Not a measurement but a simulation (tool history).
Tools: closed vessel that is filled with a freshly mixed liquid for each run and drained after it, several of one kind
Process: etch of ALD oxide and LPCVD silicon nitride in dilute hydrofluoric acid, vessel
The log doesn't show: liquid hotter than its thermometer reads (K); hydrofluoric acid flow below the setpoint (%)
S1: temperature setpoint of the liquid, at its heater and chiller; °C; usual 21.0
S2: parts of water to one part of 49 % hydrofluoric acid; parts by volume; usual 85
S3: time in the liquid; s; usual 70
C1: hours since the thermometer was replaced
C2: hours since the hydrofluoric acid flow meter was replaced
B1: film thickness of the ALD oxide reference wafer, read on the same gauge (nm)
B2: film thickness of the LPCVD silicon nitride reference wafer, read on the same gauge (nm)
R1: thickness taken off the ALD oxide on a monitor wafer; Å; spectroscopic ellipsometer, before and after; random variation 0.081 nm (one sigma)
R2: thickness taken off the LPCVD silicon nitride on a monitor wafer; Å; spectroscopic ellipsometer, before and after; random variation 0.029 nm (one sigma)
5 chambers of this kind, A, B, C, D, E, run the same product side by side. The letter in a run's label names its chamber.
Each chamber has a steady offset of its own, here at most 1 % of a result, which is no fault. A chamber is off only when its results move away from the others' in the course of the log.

run   hour    S1  S2  S3      C1      C2      B1      B2       R1      R2
 1D    8.7  21.0  85  70  1223.6   838.0  149.98  139.99  111.700  3.4533
 2B   17.3  21.0  85  70   623.7    49.7  150.01  139.99  111.720  2.9544
 3C   26.1  21.0  85  70   613.6   626.6  150.00  139.99  112.220  3.5976
 4E   32.8  21.0  85  70  1721.0   518.6  150.01  139.99  111.790  3.3043
      37.0  -- chamber D: thermometer replaced
 5A   46.7  21.0  45  70   693.5   432.1  149.98  139.99  224.570  5.8898
 6C   54.1  21.0  45  70   641.6   654.6  150.01  140.02  221.480  6.0908
 7B   61.5  21.0  45  70   667.9    93.9  149.99  140.00  225.560  6.7188
 8E   71.6  21.0  45  70  1759.8   557.4  149.97  140.00  224.540  6.7795
 9A   82.8  21.0  45  70   729.6   468.2  149.99  140.00  222.070  6.0029
10D   96.2  25.5  85  40    59.3   925.5  150.00  139.99   77.802  2.7160
11C  105.6  25.5  85  40   693.1   706.1  149.99  140.01   77.528  2.8534
12D  116.2  25.5  85  40    79.3   945.5  150.02  139.98   78.534  3.0080
13A  128.7  25.5  85  40   775.5   514.1  149.99  140.00   77.095  2.7245
14B  135.3  25.5  85  40   741.7   167.7  150.02  139.99   77.283  2.8015
15E  142.3  21.0  85  70  1830.5   628.1  150.01  140.01  112.710  2.9330
16A  155.5  21.0  85  70   802.3   540.9  150.02  140.00  112.380  3.6453
17C  166.9  21.0  85  70   754.4   767.4  149.99  139.99  112.730  3.6072
18B  180.3  21.0  85  90   786.7   212.7  150.05  140.01  144.640  4.6180
19E  187.0  21.0  85  90  1875.2   672.8  149.99  139.99  144.630  4.6613
20D  194.6  21.0  85  90   157.7  1023.9  149.99  139.98  145.060  3.8400
21B  207.7  21.0  85  90   814.1   240.1  149.99  139.99  144.940  4.6384
22A  219.1  21.0  85  90   865.9   604.5  150.00  139.99  144.120  3.6577
     229.2  -- chamber B: thermometer replaced
23C  232.1  21.0  85  70   819.6   832.6  149.98  139.99  112.360  2.7913
24E  238.6  21.0  85  70  1926.8   724.4  150.05  140.01  109.860  3.3599
25D  251.1  21.0  85  70   214.2  1080.4  149.99  139.98  112.190  2.9867
26E  263.2  21.0  85  70  1951.4   749.0  150.00  140.02  111.380  3.3995
27D  273.7  21.0  85  70   236.8  1103.0  149.95  140.00  112.130  3.1617
28C  288.4  21.0  85  70   875.9   888.9  150.00  139.99  112.470  3.5156
29A  296.9  21.0  85  70   943.7   682.3  149.98  140.01  112.430  3.5089
30B  308.7  21.0  85  70    79.6   341.1  150.01  140.02  112.540  3.2265
31A  320.4  21.0  85  70   967.2   705.8  150.00  139.98  112.480  3.2921

Next, every chamber runs the same settings. What will each give?
32A  330.9  21.0  85  70                   ?   ?
32B  330.9  21.0  85  70                   ?   ?
32C  330.9  21.0  85  70                   ?   ?
32D  330.9  21.0  85  70                   ?   ?
32E  330.9  21.0  85  70                   ?   ?

run       R1      R2
32A  112.260  3.5028
32B  111.880  2.8847
32C  113.350  2.9937
32D  112.770  3.5540
32E  111.410  3.4837
